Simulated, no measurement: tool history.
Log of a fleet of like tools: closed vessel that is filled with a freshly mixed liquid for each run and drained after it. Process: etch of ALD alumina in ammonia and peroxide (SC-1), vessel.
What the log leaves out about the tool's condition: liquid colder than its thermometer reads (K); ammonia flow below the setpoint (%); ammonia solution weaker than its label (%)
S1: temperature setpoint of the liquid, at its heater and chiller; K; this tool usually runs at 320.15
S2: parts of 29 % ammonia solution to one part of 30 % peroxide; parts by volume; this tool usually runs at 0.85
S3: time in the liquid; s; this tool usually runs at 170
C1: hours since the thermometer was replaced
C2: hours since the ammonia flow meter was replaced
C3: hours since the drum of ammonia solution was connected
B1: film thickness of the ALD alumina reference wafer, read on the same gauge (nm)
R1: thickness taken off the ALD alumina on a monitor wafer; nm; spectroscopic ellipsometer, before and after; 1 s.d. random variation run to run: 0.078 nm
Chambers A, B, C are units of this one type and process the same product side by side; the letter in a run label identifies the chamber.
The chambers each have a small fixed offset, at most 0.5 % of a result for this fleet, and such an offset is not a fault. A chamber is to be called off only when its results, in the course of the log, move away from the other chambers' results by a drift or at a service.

run,day,S1,S2,S3,C1,C2,C3,B1,R1
1B,0.242,320.15,0.85,170,1751.1,1808.0,35.3,60.006,7.9079
2C,0.496,320.15,0.85,170,2412.9,373.0,90.0,59.992,7.8507
3A,0.858,320.15,0.85,170,1654.8,754.2,996.8,59.983,7.8934
4B,1.138,320.15,0.85,170,1772.6,1829.5,56.8,59.989,7.9544
5C,1.412,320.15,0.85,170,2434.9,395.0,112.0,60.005,7.8886
6A,1.667,320.15,0.85,170,1674.2,773.6,1016.2,59.982,7.8447
7B,1.975,320.15,0.85,170,1792.7,1849.6,76.9,59.969,7.8217
8C,2.367,320.15,0.85,170,2457.8,417.9,134.9,59.995,8.1276
9A,2.633,320.15,0.85,170,1697.4,796.8,1039.4,60.006,7.8657
10B,2.842,320.15,0.85,170,1813.5,1870.4,97.7,59.979,7.7783
11C,3.088,320.15,0.85,170,2475.1,435.2,152.2,59.987,7.9207
12A,3.462,320.15,0.85,170,1717.3,816.7,1059.3,60.009,7.9429
13A,3.829,320.15,0.85,170,1726.1,825.5,1068.1,59.974,7.9761
14C,4.146,320.15,0.85,170,2500.5,460.6,177.6,60.015,8.0216
15B,4.546,320.15,0.85,170,1854.4,1911.3,138.6,60.024,7.8394
16A,4.742,320.15,0.85,170,1748.0,847.4,1090.0,60.018,7.9175
17B,5.008,320.15,0.85,170,1865.5,1922.4,149.7,59.979,7.9719
18C,5.362,320.15,0.85,170,2529.7,489.8,206.8,60.023,7.8351
19C,5.658,320.15,0.45,225,2536.8,496.9,213.9,59.996,9.8703
20A,6.046,320.15,0.45,225,1779.3,878.7,1121.3,59.988,9.9369
21B,6.421,320.15,0.45,225,1899.4,1956.3,183.6,60.020,9.6594

Next, every chamber runs the same settings. What will each give?
22A,6.712,320.15,0.85,170,,,,,?
22B,6.712,320.15,0.85,170,,,,,?
22C,6.712,320.15,0.85,170,,,,,?

run,R1
22A,7.8973
22B,7.7698
22C,7.9275
